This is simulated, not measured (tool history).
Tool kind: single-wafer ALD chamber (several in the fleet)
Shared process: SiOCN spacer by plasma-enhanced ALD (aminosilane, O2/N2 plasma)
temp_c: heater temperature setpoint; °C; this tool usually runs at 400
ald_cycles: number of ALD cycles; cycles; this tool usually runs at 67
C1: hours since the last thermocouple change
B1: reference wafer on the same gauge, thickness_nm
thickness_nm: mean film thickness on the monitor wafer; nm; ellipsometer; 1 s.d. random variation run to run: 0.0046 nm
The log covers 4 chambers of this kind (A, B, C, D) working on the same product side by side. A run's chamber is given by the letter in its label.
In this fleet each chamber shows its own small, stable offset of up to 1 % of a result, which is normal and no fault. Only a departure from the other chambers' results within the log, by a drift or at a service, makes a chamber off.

Run 1D, hour 14.3: usual settings; C1 981.1; B1 4.5208. Result: thickness_nm 4.0414 nm.
Run 2C, hour 27.7: usual settings; C1 1470.6; B1 4.5214. Result: thickness_nm 4.0452 nm.
Run 3A, hour 36.1: usual settings; C1 217.8; B1 4.522. Result: thickness_nm 4.0853 nm.
Run 4B, hour 47.1: usual settings; C1 900.7; B1 4.5216. Result: thickness_nm 4.0233 nm.
Run 5A, hour 57.9: usual settings; C1 239.6; B1 4.5239. Result: thickness_nm 4.0779 nm.
Run 6B, hour 66.5: usual settings; C1 920.1; B1 4.5239. Result: thickness_nm 4.0264 nm.
Run 7D, hour 75.1: usual settings; C1 1041.9; B1 4.524. Result: thickness_nm 4.0529 nm.
Run 8C, hour 82.5: usual settings; C1 1525.4; B1 4.5241. Result: thickness_nm 4.0582 nm.
Run 9D, hour 95.2: usual settings; C1 1062; B1 4.5251. Result: thickness_nm 4.0513 nm.
Run 10A, hour 108.8: usual settings; C1 290.5; B1 4.5255. Result: thickness_nm 4.0836 nm.
Run 11B, hour 120.8: usual settings; C1 974.4; B1 4.5267. Result: thickness_nm 4.0354 nm.
Run 12C, hour 133.6: usual settings but temp_c 413 °C, ald_cycles 75 cycles; C1 1576.5; B1 4.5257. Result: thickness_nm 4.3445 nm.
Run 13C, hour 143.8: usual settings but temp_c 413 °C, ald_cycles 75 cycles; C1 1586.7; B1 4.5273. Result: thickness_nm 4.3628 nm.
Run 14B, hour 156.2: usual settings but temp_c 413 °C, ald_cycles 75 cycles; C1 1009.8; B1 4.5267. Result: thickness_nm 4.3389 nm.
Run 15A, hour 165.4: usual settings but temp_c 413 °C, ald_cycles 75 cycles; C1 347.1; B1 4.5274. Result: thickness_nm 4.3953 nm.
Run 16D, hour 179.2: usual settings; C1 1146; B1 4.5278. Result: thickness_nm 4.0514 nm.
Run 17B, hour 192.4: usual settings; C1 1046; B1 4.5301. Result: thickness_nm 4.0366 nm.
Run 18C, hour 202: usual settings; C1 1644.9; B1 4.5297. Result: thickness_nm 4.0506 nm.
Run 19A, hour 214.4: usual settings; C1 396.1; B1 4.5302. Result: thickness_nm 4.0938 nm.
Run 20D, hour 221.8: usual settings; C1 1188.6; B1 4.5286. Result: thickness_nm 4.0513 nm.
At hour 224.6: chamber D: thermocouple changed; heater temperature recalibrated.
Run 21C, hour 234.5: usual settings; C1 1677.4; B1 4.5305. Result: thickness_nm 4.062 nm.
Run 22A, hour 248.6: usual settings; C1 430.3; B1 4.5301. Result: thickness_nm 4.0816 nm.
Run 23D, hour 263.1: usual settings; C1 38.6; B1 4.5321. Result: thickness_nm 4.0545 nm.
Run 24B, hour 269.7: usual settings; C1 1123.3; B1 4.5332. Result: thickness_nm 4.0402 nm.
Run 25B, hour 277.9: usual settings; C1 1131.5; B1 4.533. Result: thickness_nm 4.0349 nm.
Run 26D, hour 287.8: usual settings; C1 63.3; B1 4.5335. Result: thickness_nm 4.0515 nm.
Run 27A, hour 297.9: usual settings; C1 479.6; B1 4.5326. Result: thickness_nm 4.0969 nm.
Run 28C, hour 305.8: usual settings; C1 1748.7; B1 4.5349. Result: thickness_nm 4.0649 nm.
Run 29C, hour 318.6: usual settings; C1 1761.5; B1 4.5339. Result: thickness_nm 4.0683 nm.
Run 30A, hour 331.1: usual settings; C1 512.8; B1 4.5345. Result: thickness_nm 4.1029 nm.
Run 31D, hour 339.8: usual settings; C1 115.3; B1 4.5364. Result: thickness_nm 4.0537 nm.
Run 32B, hour 352.6: usual settings; C1 1206.2; B1 4.5362. Result: thickness_nm 4.0454 nm.
Run 33A, hour 364: usual settings but temp_c 411 °C, ald_cycles 78 cycles; C1 545.7; B1 4.5373. Result: thickness_nm 4.6013 nm.
Run 34B, hour 370.4: usual settings but temp_c 411 °C, ald_cycles 78 cycles; C1 1224; B1 4.5384. Result: thickness_nm 4.5492 nm.
At hour 379.2: chamber B: thermocouple changed; heater temperature recalibrated.
Run 35D, hour 379.3: usual settings but temp_c 411 °C, ald_cycles 78 cycles; C1 154.8; B1 4.537. Result: thickness_nm 4.57 nm.
Run 36C, hour 388.7: usual settings but temp_c 411 °C, ald_cycles 78 cycles; C1 1831.6; B1 4.5378. Result: thickness_nm 4.574 nm.
Run 37A, hour 397.9: usual settings; C1 579.6; B1 4.5388. Result: thickness_nm 4.0954 nm.
Run 38B, hour 412.4: usual settings but temp_c 413 °C; C1 33.2; B1 4.538. Result: thickness_nm 3.8839 nm.
Run 39C, hour 425.4: usual settings but temp_c 413 °C; C1 1868.3; B1 4.5411. Result: thickness_nm 3.9092 nm.
Run 40D, hour 434.3: usual settings but temp_c 413 °C; C1 209.8; B1 4.5404. Result: thickness_nm 3.9022 nm.
Run 41C, hour 444.6: usual settings but temp_c 413 °C; C1 1887.5; B1 4.5405. Result: thickness_nm 3.9078 nm.
Run 42B, hour 451.5: usual settings; C1 72.3; B1 4.5411. Result: thickness_nm 4.0523 nm.

Is one chamber off against the others, does the gauge drift, or is nothing wrong? If a chamber is off, say which, and what the likeliest cause is.

The gauge drifts, so all chambers seem to drift together. No chamber is off.
Cause: gauge reads high (%) = 0.47.
